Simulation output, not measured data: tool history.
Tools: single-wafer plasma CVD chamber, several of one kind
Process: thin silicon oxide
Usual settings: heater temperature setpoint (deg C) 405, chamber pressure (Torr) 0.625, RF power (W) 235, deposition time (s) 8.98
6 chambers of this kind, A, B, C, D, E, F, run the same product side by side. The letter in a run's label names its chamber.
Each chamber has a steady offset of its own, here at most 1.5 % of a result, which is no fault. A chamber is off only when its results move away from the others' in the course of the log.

run     day  heater temperature setpoint (deg C)  chamber pressure (Torr)  RF power (W)  deposition time (s)  hours since the last thermocouple change  hours since the last RF generator calibration  hours since the last manometer calibration  read-back reference wafer on the same gauge, thickness_nm  mean film thickness on the monitor wafer (angstrom)
 1C   0.588                                  405                    0.625           235                 8.98                                     989.7                                          357.0                                      1999.6                                                     12.902                                              113.430
 2E   1.062                                  405                    0.625           235                 8.98                                     580.5                                         1016.2                                       511.2                                                     12.897                                              115.550
 3F   1.458                                  405                    0.625           235                 8.98                                    1267.2                                          747.0                                      1293.9                                                     12.901                                              114.710
 4B   1.788                                  405                    0.625           235                 8.98                                     266.5                                          684.2                                      2023.6                                                     12.913                                              114.200
 5D   2.142                                  405                    0.557           235                 8.18                                    1438.7                                          114.9                                      2174.8                                                     12.902                                               91.978
 6A   2.671                                  405                    0.557           235                 8.18                                     928.0                                         1647.9                                       555.8                                                     12.905                                               92.893
 7E   2.992                                  405                    0.557           235                 8.18                                     626.8                                         1062.5                                       557.5                                                     12.906                                               92.720
 8B   3.275                                  405                    0.557           235                 8.18                                     302.2                                          719.9                                      2059.3                                                     12.900                                               92.061
 9F   3.558                                  405                    0.557           235                 8.18                                    1317.6                                          797.4                                      1344.3                                                     12.901                                               92.099
10D   4.112                                  405                    0.557           235                 8.18                                    1486.0                                          162.2                                      2222.1                                                     12.892                                               91.580
11A   4.400                                  405                    0.625           235                 8.98                                     969.5                                         1689.4                                       597.3                                                     12.898                                              114.790
12C   4.925                                  405                    0.625           235                 8.98                                    1093.8                                          461.1                                      2103.7                                                     12.904                                              113.810
13A   5.275                                  405                    0.625           235                 8.98                                     990.5                                         1710.4                                       618.3                                                     12.905                                              115.550
14F   5.617                                  405                    0.625           235                 8.98                                    1367.0                                          846.8                                      1393.7                                                     12.899                                              115.240
15C   5.979                                  405                    0.625           235                 8.98                                    1119.1                                          486.4                                      2129.0                                                     12.902                                              113.580
      6.121  -- chamber D: thermocouple changed; heater temperature recalibrated
16B   6.367                                  400                    0.625           195                 8.98                                     376.4                                          794.1                                      2133.5                                                     12.905                                              105.440
17D   6.929                                  400                    0.625           195                 8.98                                      19.4                                          229.8                                      2289.7                                                     12.901                                              104.920
18E   7.404                                  400                    0.625           195                 8.98                                     732.7                                         1168.4                                       663.4                                                     12.898                                              107.000
19E   7.854                                  400                    0.625           195                 8.98                                     743.5                                         1179.2                                       674.2                                                     12.899                                              107.090
20A   8.329                                  400                    0.625           195                 8.98                                    1063.8                                         1783.7                                       691.6                                                     12.899                                              105.070
21C   8.838                                  400                    0.625           195                 8.98                                    1187.7                                          555.0                                      2197.6                                                     12.897                                              103.660
22D   9.300                                  405                    0.625           235                 8.98                                      76.3                                          286.7                                      2346.6                                                     12.901                                              114.580
23B   9.633                                  405                    0.625           235                 8.98                                     454.8                                          872.5                                      2211.9                                                     12.910                                              114.130
24F   9.962                                  405                    0.625           235                 8.98                                    1471.3                                          951.1                                      1498.0                                                     12.896                                              114.530
     10.217  -- chamber F: RF generator calibrated
25F  10.425                                  405                    0.625           235                 8.98                                    1482.4                                            5.0                                      1509.1                                                     12.897                                              114.630
26D  10.738                                  405                    0.625           235                 8.98                                     110.8                                          321.2                                      2381.1                                                     12.906                                              115.080
27B  11.088                                  405                    0.625           235                 8.98                                     489.7                                          907.4                                      2246.8                                                     12.900                                              114.550
28C  11.558                                  405                    0.625           235                 8.98                                    1253.0                                          620.3                                      2262.9                                                     12.895                                              113.310
     11.704  -- chamber A: RF generator calibrated
29A  12.100                                  405                    0.625           235                 8.98                                    1154.3                                            9.6                                       782.1                                                     12.890                                              115.950
30E  12.379                                  405                    0.625           235                 8.98                                     852.1                                         1287.8                                       782.8                                                     12.898                                              118.380
31C  12.658                                  395                    0.625           235                 8.98                                    1279.4                                          646.7                                      2289.3                                                     12.901                                              113.900
32A  13.104                                  395                    0.625           235                 8.98                                    1178.4                                           33.7                                       806.2                                                     12.888                                              116.650
33B  13.671                                  395                    0.625           235                 8.98                                     551.7                                          969.4                                      2308.8                                                     12.895                                              114.940
34F  13.979                                  395                    0.625           235                 8.98                                    1567.7                                           90.3                                      1594.4                                                     12.900                                              115.550
35D  14.342                                  395                    0.625           235                 8.98                                     197.3                                          407.7                                      2467.6                                                     12.903                                              114.990
36E  14.971                                  395                    0.625           235                 8.98                                     914.3                                         1350.0                                       845.0                                                     12.895                                              119.410
     15.396  -- chamber F: capacitance manometer re-zeroed and calibrated
37A  15.542                                  405                    0.625           235                 8.98                                    1236.9                                           92.2                                       864.7                                                     12.903                                              115.760
     15.833  -- chamber C: capacitance manometer re-zeroed and calibrated
38F  16.104                                  405                    0.625           235                 8.98                                    1618.7                                          141.3                                        17.1                                                     12.890                                              115.370
39C  16.688                                  405                    0.625           200                 8.98                                    1376.1                                          743.4                                        20.5                                                     12.906                                              105.100
40E  17.279                                  405                    0.625           200                 8.98                                     969.7                                         1405.4                                       900.4                                                     12.901                                              111.220
41D  17.600                                  405                    0.625           200                 8.98                                     275.5                                          485.9                                      2545.8                                                     12.908                                              105.830
42B  17.979                                  405                    0.625           200                 8.98                                     655.1                                         1072.8                                      2412.2                                                     12.897                                              105.730
43F  18.604                                  405                    0.625           200                 8.98                                    1678.7                                          201.3                                        77.1                                                     12.898                                              105.830

Next, every chamber runs the same settings. What will each give?
44A  19.062                                  405                    0.625           235                 8.98                                                                                                                                                                                                                                                    ?
44B  19.062                                  405                    0.625           235                 8.98                                                                                                                                                                                                                                                    ?
44C  19.062                                  405                    0.625           235                 8.98                                                                                                                                                                                                                                                    ?
44D  19.062                                  405                    0.625           235                 8.98                                                                                                                                                                                                                                                    ?
44E  19.062                                  405                    0.625           235                 8.98                                                                                                                                                                                                                                                    ?
44F  19.062                                  405                    0.625           235                 8.98                                                                                                                                                                                                                                                    ?

run  mean film thickness on the monitor wafer (angstrom)
44A                                              115.450
44B                                              113.980
44C                                              113.120
44D                                              113.980
44E                                              120.920
44F                                              115.240
